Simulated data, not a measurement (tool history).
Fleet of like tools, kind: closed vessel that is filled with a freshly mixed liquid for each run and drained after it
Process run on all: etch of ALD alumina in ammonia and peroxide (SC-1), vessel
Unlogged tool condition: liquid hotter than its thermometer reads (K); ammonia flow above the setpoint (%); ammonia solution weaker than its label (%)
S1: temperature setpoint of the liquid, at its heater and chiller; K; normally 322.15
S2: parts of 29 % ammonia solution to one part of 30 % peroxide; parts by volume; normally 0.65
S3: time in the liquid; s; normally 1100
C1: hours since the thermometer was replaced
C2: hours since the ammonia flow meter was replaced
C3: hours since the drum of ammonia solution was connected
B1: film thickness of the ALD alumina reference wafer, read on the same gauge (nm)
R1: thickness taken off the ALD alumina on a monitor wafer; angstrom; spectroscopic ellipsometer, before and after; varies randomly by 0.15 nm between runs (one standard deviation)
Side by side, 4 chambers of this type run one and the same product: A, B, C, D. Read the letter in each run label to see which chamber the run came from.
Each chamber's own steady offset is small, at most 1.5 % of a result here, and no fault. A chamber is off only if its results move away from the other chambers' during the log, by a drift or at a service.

run     day      S1    S2    S3      C1      C2     C3      B1      R1
      0.262  -- chamber B: new drum of ammonia solution connected
 1A   0.296  322.15  0.65  1100  2788.5   142.9  435.8  40.033  421.79
 2D   0.558  322.15  0.65  1100  2042.8   152.7  640.5  40.002  426.97
 3B   0.838  322.15  0.65  1100  1051.6   341.5   13.9  40.031  419.29
 4C   1.212  322.15  0.65  1100   111.7  1848.1  180.2  40.014   420.1
 5B   1.638  322.15  0.65  1100  1070.8   360.7   33.1  39.986  420.21
 6C   2.079  322.15  0.65  1100   132.5  1868.9    201  40.008  420.15
 7D   2.417  322.15  0.65  1100  2087.4   197.3  685.1  40.024  428.02
 8A   2.738  322.15  0.65  1100  2847.1   201.5  494.4  39.993  422.59
 9D   3.254  322.15  0.65  1100  2107.5   217.4  705.2  40.012  422.83
10A   3.571  322.15  0.65  1100  2867.1   221.5  514.4  40.011   424.4
11B   3.925  322.15  0.65  1100  1125.7   415.6     88  39.998  420.89
12C   4.412  322.15  0.65  1100   188.5  1924.9    257  39.993  421.43
13B   4.717  322.15  0.65  1100  1144.7   434.6    107  39.988  423.02
14A     5.1  322.15   0.5   645  2903.8   258.2  551.1  39.997  243.49
      5.342  -- chamber C: ammonia flow meter replaced
15C   5.596  322.15   0.5   645   216.9     6.2  285.4  40.002  240.46
16D   5.967  322.15   0.5   645  2172.6   282.5  770.3  40.023   242.8
      5.996  -- chamber A: thermometer replaced
17D   6.475  322.15   0.5   645  2184.8   294.7  782.5  39.966  243.63
18B   6.717  327.65  0.65   820  1192.7   482.6    155   39.98  430.33
      6.942  -- chamber D: new drum of ammonia solution connected
      7.129  -- chamber D: thermometer replaced
19A   7.196  327.65  0.65   820    28.8   308.5  601.4  40.023  426.46
20C   7.679  327.65  0.65   820   266.9    56.2  335.4   39.99  423.24
21B   8.192  327.65  0.65   820  1228.1     518  190.4  39.988  427.24
22C   8.446  322.15  0.65  1100   285.3    74.6  353.8  40.007  420.34
23A   8.758  322.15  0.65  1100    66.3     346  638.9  40.006  422.87
24D   9.196  322.15  0.65  1100    49.7     360   54.2  39.995  426.23
25B   9.492  322.15  0.75  1100  1259.3   549.2  221.6  39.993  431.38
26C    9.75  322.15  0.75  1100   316.6   105.9  385.1  39.992  423.74
27A  10.033  322.15  0.75  1100    96.9   376.6  669.5  40.007  429.71
28D  10.388  322.15  0.75  1100    78.3   388.6   82.8  40.014   427.6
29D  10.779  322.15  0.65  1100    87.7     398   92.2  39.975  423.96
30B  11.225  322.15   0.4  1100  1300.9   590.8  263.2  39.972  411.86
31A  11.692  322.15   0.4  1100   136.7   416.4  709.3  39.998  403.96
32C  12.171  322.15   0.4  1100   374.7     164  443.2   40.01  402.11
33B  12.683  322.15   0.4  1100  1335.9   625.8  298.2  40.006  409.74
34D  13.208  322.15  0.65  1100     146   456.3  150.5  40.022  426.63
35C  13.571  322.15  0.55  1510   408.3   197.6  476.8  40.019  569.48
     13.592  -- chamber A: ammonia flow meter replaced
     13.929  -- chamber D: ammonia flow meter replaced
36A  14.038  322.15  0.55  1510     193    10.7  765.6  39.981  575.49
     14.321  -- chamber B: new drum of ammonia solution connected
37B  14.525  322.15  0.55  1510  1380.1     670      5  40.013  580.26
38A    14.9  322.15  0.55  1510   213.7    31.4  786.3  39.981  572.83
39D  15.279  314.15  0.65  1100   195.7    32.4  200.2  39.998  268.41
40C  15.554  314.15  0.65  1100   455.9   245.2  524.4  40.008  267.11
41A  15.921  314.15  0.65  1100   238.2    55.9  810.8  40.012  269.82
42C  16.171  314.15  0.65  1100   470.7     260  539.2  40.003  265.49
43D  16.412  322.15  0.65  1100   222.9    59.6  227.4  39.985  424.39
44B    16.7  322.15  0.65  1100  1432.3   722.2   57.2  40.007  434.07

Read the log: is a single chamber off, either drifting away or since a service, is the gauge that measures every chamber drifting, or is nothing wrong beyond small per-chamber offsets? Name any odd chamber and what most likely caused it.

It is chamber B that slowly wanders off from its peers.
Most likely cause: liquid hotter than its thermometer reads (K) = 0.522.

Chamber B could run next with any of the 4 candidate recipes listed below; each alters the usual settings, and their results appear as question marks. Which one brings its results back in line with what the other chambers deliver on the usual settings?
Maximum distance from the other chambers' mean on the usual settings for a result to count as in line: R1 5.2 angstrom
45B-1  17.083  322.15  0.65  1125                   ?
45B-2  17.083  322.65  0.65  1125                   ?
45B-3  17.083  321.65  0.65  1075                   ?
45B-4  17.083  322.15   0.5  1100                   ?

On the usual settings, the other chambers give on average: R1 422.56 angstrom
  run      R1
45B-1  443.23
45B-2  455.86
45B-3  411.98
45B-4  422.87
Change 45B-4 lands the chamber within the allowed miss of the other chambers.

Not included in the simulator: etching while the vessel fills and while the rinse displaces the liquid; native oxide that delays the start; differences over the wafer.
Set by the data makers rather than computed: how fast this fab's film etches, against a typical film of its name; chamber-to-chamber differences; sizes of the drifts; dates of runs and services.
